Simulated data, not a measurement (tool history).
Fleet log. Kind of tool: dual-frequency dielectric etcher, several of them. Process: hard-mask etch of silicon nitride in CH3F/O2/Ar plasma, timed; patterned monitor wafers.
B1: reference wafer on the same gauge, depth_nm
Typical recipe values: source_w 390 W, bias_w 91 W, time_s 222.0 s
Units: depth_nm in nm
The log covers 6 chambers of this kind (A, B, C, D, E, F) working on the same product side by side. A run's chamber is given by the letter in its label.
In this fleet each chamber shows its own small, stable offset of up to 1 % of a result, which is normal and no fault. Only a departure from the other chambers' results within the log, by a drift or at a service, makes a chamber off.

{"run": "1E", "hour": 9.4, "source_w": 390, "bias_w": 91, "time_s": 222.0, "B1": 155.65, "depth_nm": 166.99}
{"run": "2F", "hour": 17.9, "source_w": 390, "bias_w": 91, "time_s": 222.0, "B1": 155.91, "depth_nm": 165.85}
{"hour": 21.7, "done": "chamber E: wet clean of the chamber"}
{"run": "3D", "hour": 25.5, "source_w": 390, "bias_w": 91, "time_s": 222.0, "B1": 156.06, "depth_nm": 168.22}
{"hour": 25.6, "done": "chamber D: wet clean of the chamber"}
{"run": "4B", "hour": 33.6, "source_w": 390, "bias_w": 91, "time_s": 222.0, "B1": 156.11, "depth_nm": 168.23}
{"run": "5C", "hour": 44.0, "source_w": 390, "bias_w": 91, "time_s": 222.0, "B1": 156.23, "depth_nm": 167.65}
{"hour": 50.8, "done": "chamber F: source power generator calibrated"}
{"run": "6A", "hour": 55.6, "source_w": 390, "bias_w": 91, "time_s": 222.0, "B1": 155.74, "depth_nm": 167.03}
{"run": "7B", "hour": 69.7, "source_w": 390, "bias_w": 91, "time_s": 222.0, "B1": 155.92, "depth_nm": 169.14}
{"run": "8F", "hour": 80.3, "source_w": 390, "bias_w": 91, "time_s": 222.0, "B1": 156.15, "depth_nm": 166.61}
{"run": "9A", "hour": 87.4, "source_w": 390, "bias_w": 91, "time_s": 222.0, "B1": 156.07, "depth_nm": 169.47}
{"run": "10D", "hour": 101.3, "source_w": 390, "bias_w": 91, "time_s": 222.0, "B1": 156.13, "depth_nm": 169.42}
{"run": "11E", "hour": 109.8, "source_w": 390, "bias_w": 91, "time_s": 222.0, "B1": 156.24, "depth_nm": 165.86}
{"run": "12C", "hour": 124.0, "source_w": 390, "bias_w": 91, "time_s": 222.0, "B1": 156.02, "depth_nm": 167.32}
{"run": "13A", "hour": 133.1, "source_w": 390, "bias_w": 91, "time_s": 222.0, "B1": 155.85, "depth_nm": 168.68}
{"run": "14B", "hour": 143.2, "source_w": 390, "bias_w": 91, "time_s": 222.0, "B1": 156.12, "depth_nm": 168.36}
{"run": "15C", "hour": 155.1, "source_w": 390, "bias_w": 91, "time_s": 222.0, "B1": 155.99, "depth_nm": 167.2}
{"run": "16F", "hour": 167.9, "source_w": 390, "bias_w": 91, "time_s": 222.0, "B1": 155.91, "depth_nm": 167.29}
{"run": "17D", "hour": 176.7, "source_w": 390, "bias_w": 91, "time_s": 222.0, "B1": 155.75, "depth_nm": 168.34}
{"run": "18E", "hour": 185.4, "source_w": 390, "bias_w": 91, "time_s": 222.0, "B1": 155.96, "depth_nm": 166.41}
{"run": "19D", "hour": 195.7, "source_w": 390, "bias_w": 91, "time_s": 222.0, "B1": 155.83, "depth_nm": 168.49}
{"run": "20E", "hour": 205.5, "source_w": 390, "bias_w": 112, "time_s": 175.5, "B1": 155.84, "depth_nm": 140.9}
{"run": "21A", "hour": 218.8, "source_w": 390, "bias_w": 112, "time_s": 175.5, "B1": 155.85, "depth_nm": 145.42}
{"hour": 219.4, "done": "chamber A: wet clean of the chamber"}
{"run": "22F", "hour": 231.1, "source_w": 390, "bias_w": 112, "time_s": 175.5, "B1": 155.77, "depth_nm": 144.32}
{"run": "23B", "hour": 243.3, "source_w": 390, "bias_w": 112, "time_s": 175.5, "B1": 156.26, "depth_nm": 143.97}
{"run": "24C", "hour": 253.6, "source_w": 390, "bias_w": 112, "time_s": 175.5, "B1": 156.06, "depth_nm": 142.28}
{"run": "25A", "hour": 262.5, "source_w": 390, "bias_w": 112, "time_s": 175.5, "B1": 155.9, "depth_nm": 145.36}
{"run": "26B", "hour": 271.0, "source_w": 310, "bias_w": 82, "time_s": 222.0, "B1": 156.13, "depth_nm": 149.49}
{"run": "27E", "hour": 284.4, "source_w": 310, "bias_w": 82, "time_s": 222.0, "B1": 155.85, "depth_nm": 147.2}
{"hour": 292.5, "done": "chamber B: wet clean of the chamber"}
{"run": "28C", "hour": 295.2, "source_w": 310, "bias_w": 82, "time_s": 222.0, "B1": 155.84, "depth_nm": 146.99}
{"run": "29F", "hour": 301.7, "source_w": 310, "bias_w": 82, "time_s": 222.0, "B1": 156.02, "depth_nm": 146.2}
{"hour": 313.5, "done": "chamber A: bias power generator calibrated"}
{"run": "30D", "hour": 315.9, "source_w": 310, "bias_w": 82, "time_s": 222.0, "B1": 156.29, "depth_nm": 147.49}
{"run": "31A", "hour": 329.4, "source_w": 310, "bias_w": 82, "time_s": 222.0, "B1": 156.28, "depth_nm": 147.02}
{"run": "32D", "hour": 338.0, "source_w": 390, "bias_w": 91, "time_s": 222.0, "B1": 155.81, "depth_nm": 167.31}
{"run": "33B", "hour": 346.4, "source_w": 390, "bias_w": 91, "time_s": 222.0, "B1": 156.03, "depth_nm": 169.1}
{"run": "34E", "hour": 360.7, "source_w": 390, "bias_w": 91, "time_s": 222.0, "B1": 155.99, "depth_nm": 166.75}
{"hour": 366.6, "done": "chamber B: source power generator calibrated"}
{"run": "35C", "hour": 374.3, "source_w": 390, "bias_w": 91, "time_s": 222.0, "B1": 155.91, "depth_nm": 165.89}
{"run": "36F", "hour": 384.3, "source_w": 390, "bias_w": 91, "time_s": 222.0, "B1": 155.94, "depth_nm": 167.15}
{"run": "37D", "hour": 396.6, "source_w": 390, "bias_w": 91, "time_s": 222.0, "B1": 156.0, "depth_nm": 166.78}
{"hour": 401.6, "done": "chamber D: wet clean of the chamber"}
{"run": "38A", "hour": 407.2, "source_w": 390, "bias_w": 91, "time_s": 222.0, "B1": 155.83, "depth_nm": 166.69}
{"run": "39C", "hour": 414.2, "source_w": 390, "bias_w": 91, "time_s": 222.0, "B1": 155.93, "depth_nm": 169.09}
{"run": "40B", "hour": 423.4, "source_w": 430, "bias_w": 91, "time_s": 222.0, "B1": 155.95, "depth_nm": 174.09}
{"run": "41E", "hour": 433.8, "source_w": 430, "bias_w": 91, "time_s": 222.0, "B1": 156.09, "depth_nm": 173.47}
{"run": "42F", "hour": 444.5, "source_w": 430, "bias_w": 91, "time_s": 222.0, "B1": 155.91, "depth_nm": 172.38}
{"run": "43D", "hour": 450.9, "source_w": 430, "bias_w": 91, "time_s": 222.0, "B1": 155.96, "depth_nm": 172.49}

All 6 chambers run these settings next. Forecast each chamber's results:
{"run": "44A", "hour": 461.1, "source_w": 390, "bias_w": 106, "time_s": 222.0, "depth_nm": "?"}
{"run": "44B", "hour": 461.1, "source_w": 390, "bias_w": 106, "time_s": 222.0, "depth_nm": "?"}
{"run": "44C", "hour": 461.1, "source_w": 390, "bias_w": 106, "time_s": 222.0, "depth_nm": "?"}
{"run": "44D", "hour": 461.1, "source_w": 390, "bias_w": 106, "time_s": 222.0, "depth_nm": "?"}
{"run": "44E", "hour": 461.1, "source_w": 390, "bias_w": 106, "time_s": 222.0, "depth_nm": "?"}
{"run": "44F", "hour": 461.1, "source_w": 390, "bias_w": 106, "time_s": 222.0, "depth_nm": "?"}

run=44A depth_nm=177.11
run=44B depth_nm=177.64
run=44C depth_nm=176.61
run=44D depth_nm=176.36
run=44E depth_nm=176.20
run=44F depth_nm=176.21
